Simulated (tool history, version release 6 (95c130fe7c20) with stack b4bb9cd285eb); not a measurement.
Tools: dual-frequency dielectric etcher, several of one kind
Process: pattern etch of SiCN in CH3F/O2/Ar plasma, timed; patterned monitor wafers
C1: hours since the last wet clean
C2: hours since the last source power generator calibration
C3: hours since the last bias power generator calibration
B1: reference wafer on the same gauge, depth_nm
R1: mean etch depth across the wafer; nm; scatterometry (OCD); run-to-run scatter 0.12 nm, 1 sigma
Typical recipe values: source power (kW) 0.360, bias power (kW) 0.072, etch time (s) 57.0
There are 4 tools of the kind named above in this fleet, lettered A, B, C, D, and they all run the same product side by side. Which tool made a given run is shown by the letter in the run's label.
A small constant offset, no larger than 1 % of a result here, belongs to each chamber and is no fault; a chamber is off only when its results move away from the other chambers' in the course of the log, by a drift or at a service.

{"run": "1C", "day": 0.225, "source power (kW)": 0.36, "bias power (kW)": 0.072, "etch time (s)": 57.0, "C1": 153.3, "C2": 3877.6, "C3": 3300.4, "B1": 22.204, "R1": 20.412}
{"run": "2B", "day": 0.4, "source power (kW)": 0.36, "bias power (kW)": 0.072, "etch time (s)": 57.0, "C1": 248.2, "C2": 1002.2, "C3": 2497.5, "B1": 22.21, "R1": 20.698}
{"run": "3A", "day": 0.604, "source power (kW)": 0.36, "bias power (kW)": 0.072, "etch time (s)": 57.0, "C1": 505.2, "C2": 461.9, "C3": 2357.1, "B1": 22.204, "R1": 20.469}
{"run": "4D", "day": 0.908, "source power (kW)": 0.36, "bias power (kW)": 0.072, "etch time (s)": 57.0, "C1": 285.3, "C2": 1541.1, "C3": 3091.0, "B1": 22.197, "R1": 20.473}
{"day": 0.921, "done": "chamber A: wet clean of the chamber"}
{"run": "5C", "day": 1.254, "source power (kW)": 0.36, "bias power (kW)": 0.072, "etch time (s)": 57.0, "C1": 178.0, "C2": 3902.3, "C3": 3325.1, "B1": 22.204, "R1": 20.407}
{"run": "6B", "day": 1.571, "source power (kW)": 0.36, "bias power (kW)": 0.072, "etch time (s)": 57.0, "C1": 276.3, "C2": 1030.3, "C3": 2525.6, "B1": 22.179, "R1": 20.664}
{"run": "7A", "day": 1.896, "source power (kW)": 0.36, "bias power (kW)": 0.072, "etch time (s)": 69.5, "C1": 23.4, "C2": 492.9, "C3": 2388.1, "B1": 22.204, "R1": 24.919}
{"run": "8D", "day": 2.233, "source power (kW)": 0.36, "bias power (kW)": 0.072, "etch time (s)": 69.5, "C1": 317.1, "C2": 1572.9, "C3": 3122.8, "B1": 22.203, "R1": 25.066}
{"run": "9C", "day": 2.517, "source power (kW)": 0.36, "bias power (kW)": 0.072, "etch time (s)": 69.5, "C1": 208.3, "C2": 3932.6, "C3": 3355.4, "B1": 22.181, "R1": 24.881}
{"run": "10B", "day": 2.85, "source power (kW)": 0.36, "bias power (kW)": 0.072, "etch time (s)": 69.5, "C1": 307.0, "C2": 1061.0, "C3": 2556.3, "B1": 22.185, "R1": 25.235}
{"run": "11A", "day": 3.054, "source power (kW)": 0.36, "bias power (kW)": 0.072, "etch time (s)": 57.0, "C1": 51.2, "C2": 520.7, "C3": 2415.9, "B1": 22.213, "R1": 20.208}
{"run": "12D", "day": 3.338, "source power (kW)": 0.36, "bias power (kW)": 0.072, "etch time (s)": 57.0, "C1": 343.6, "C2": 1599.4, "C3": 3149.3, "B1": 22.178, "R1": 20.558}
{"day": 3.492, "done": "chamber C: source power generator calibrated"}
{"run": "13B", "day": 3.533, "source power (kW)": 0.36, "bias power (kW)": 0.072, "etch time (s)": 57.0, "C1": 323.4, "C2": 1077.4, "C3": 2572.7, "B1": 22.211, "R1": 20.681}
{"run": "14A", "day": 3.85, "source power (kW)": 0.36, "bias power (kW)": 0.072, "etch time (s)": 57.0, "C1": 70.3, "C2": 539.8, "C3": 2435.0, "B1": 22.177, "R1": 20.318}
{"run": "15D", "day": 4.192, "source power (kW)": 0.36, "bias power (kW)": 0.072, "etch time (s)": 57.0, "C1": 364.1, "C2": 1619.9, "C3": 3169.8, "B1": 22.184, "R1": 20.953}
{"run": "16C", "day": 4.454, "source power (kW)": 0.36, "bias power (kW)": 0.072, "etch time (s)": 57.0, "C1": 254.8, "C2": 23.2, "C3": 3401.9, "B1": 22.201, "R1": 20.644}
{"run": "17B", "day": 4.733, "source power (kW)": 0.36, "bias power (kW)": 0.072, "etch time (s)": 57.0, "C1": 352.2, "C2": 1106.2, "C3": 2601.5, "B1": 22.176, "R1": 20.722}
{"run": "18A", "day": 5.033, "source power (kW)": 0.36, "bias power (kW)": 0.072, "etch time (s)": 57.0, "C1": 98.7, "C2": 568.2, "C3": 2463.4, "B1": 22.191, "R1": 20.402}
{"run": "19D", "day": 5.346, "source power (kW)": 0.36, "bias power (kW)": 0.072, "etch time (s)": 57.0, "C1": 391.8, "C2": 1647.6, "C3": 3197.5, "B1": 22.184, "R1": 20.941}
{"run": "20C", "day": 5.683, "source power (kW)": 0.36, "bias power (kW)": 0.072, "etch time (s)": 57.0, "C1": 284.3, "C2": 52.7, "C3": 3431.4, "B1": 22.187, "R1": 20.324}
{"run": "21A", "day": 5.875, "source power (kW)": 0.36, "bias power (kW)": 0.072, "etch time (s)": 57.0, "C1": 118.9, "C2": 588.4, "C3": 2483.6, "B1": 22.214, "R1": 20.487}
{"run": "22D", "day": 6.238, "source power (kW)": 0.36, "bias power (kW)": 0.078, "etch time (s)": 43.5, "C1": 413.2, "C2": 1669.0, "C3": 3218.9, "B1": 22.193, "R1": 16.681}
{"run": "23C", "day": 6.429, "source power (kW)": 0.36, "bias power (kW)": 0.078, "etch time (s)": 43.5, "C1": 302.2, "C2": 70.6, "C3": 3449.3, "B1": 22.215, "R1": 16.118}
{"run": "24B", "day": 6.625, "source power (kW)": 0.36, "bias power (kW)": 0.078, "etch time (s)": 43.5, "C1": 397.6, "C2": 1151.6, "C3": 2646.9, "B1": 22.196, "R1": 16.341}
{"run": "25C", "day": 6.854, "source power (kW)": 0.36, "bias power (kW)": 0.078, "etch time (s)": 43.5, "C1": 312.4, "C2": 80.8, "C3": 3459.5, "B1": 22.195, "R1": 16.071}
{"run": "26D", "day": 7.138, "source power (kW)": 0.36, "bias power (kW)": 0.072, "etch time (s)": 57.0, "C1": 434.8, "C2": 1690.6, "C3": 3240.5, "B1": 22.208, "R1": 21.299}
{"run": "27A", "day": 7.425, "source power (kW)": 0.36, "bias power (kW)": 0.072, "etch time (s)": 57.0, "C1": 156.1, "C2": 625.6, "C3": 2520.8, "B1": 22.213, "R1": 20.234}
{"day": 7.521, "done": "chamber B: wet clean of the chamber"}
{"run": "28B", "day": 7.779, "source power (kW)": 0.36, "bias power (kW)": 0.072, "etch time (s)": 57.0, "C1": 6.2, "C2": 1179.3, "C3": 2674.6, "B1": 22.179, "R1": 20.817}
{"run": "29B", "day": 7.971, "source power (kW)": 0.36, "bias power (kW)": 0.072, "etch time (s)": 57.0, "C1": 10.8, "C2": 1183.9, "C3": 2679.2, "B1": 22.218, "R1": 20.609}

The same settings go to every chamber for the next run, one line per chamber below. Forecast the results for each:
{"run": "30A", "day": 8.233, "source power (kW)": 0.36, "bias power (kW)": 0.082, "etch time (s)": 57.0, "R1": "?"}
{"run": "30B", "day": 8.233, "source power (kW)": 0.36, "bias power (kW)": 0.082, "etch time (s)": 57.0, "R1": "?"}
{"run": "30C", "day": 8.233, "source power (kW)": 0.36, "bias power (kW)": 0.082, "etch time (s)": 57.0, "R1": "?"}
{"run": "30D", "day": 8.233, "source power (kW)": 0.36, "bias power (kW)": 0.082, "etch time (s)": 57.0, "R1": "?"}

run=30A R1=21.378
run=30B R1=21.526
run=30C R1=21.339
run=30D R1=22.734
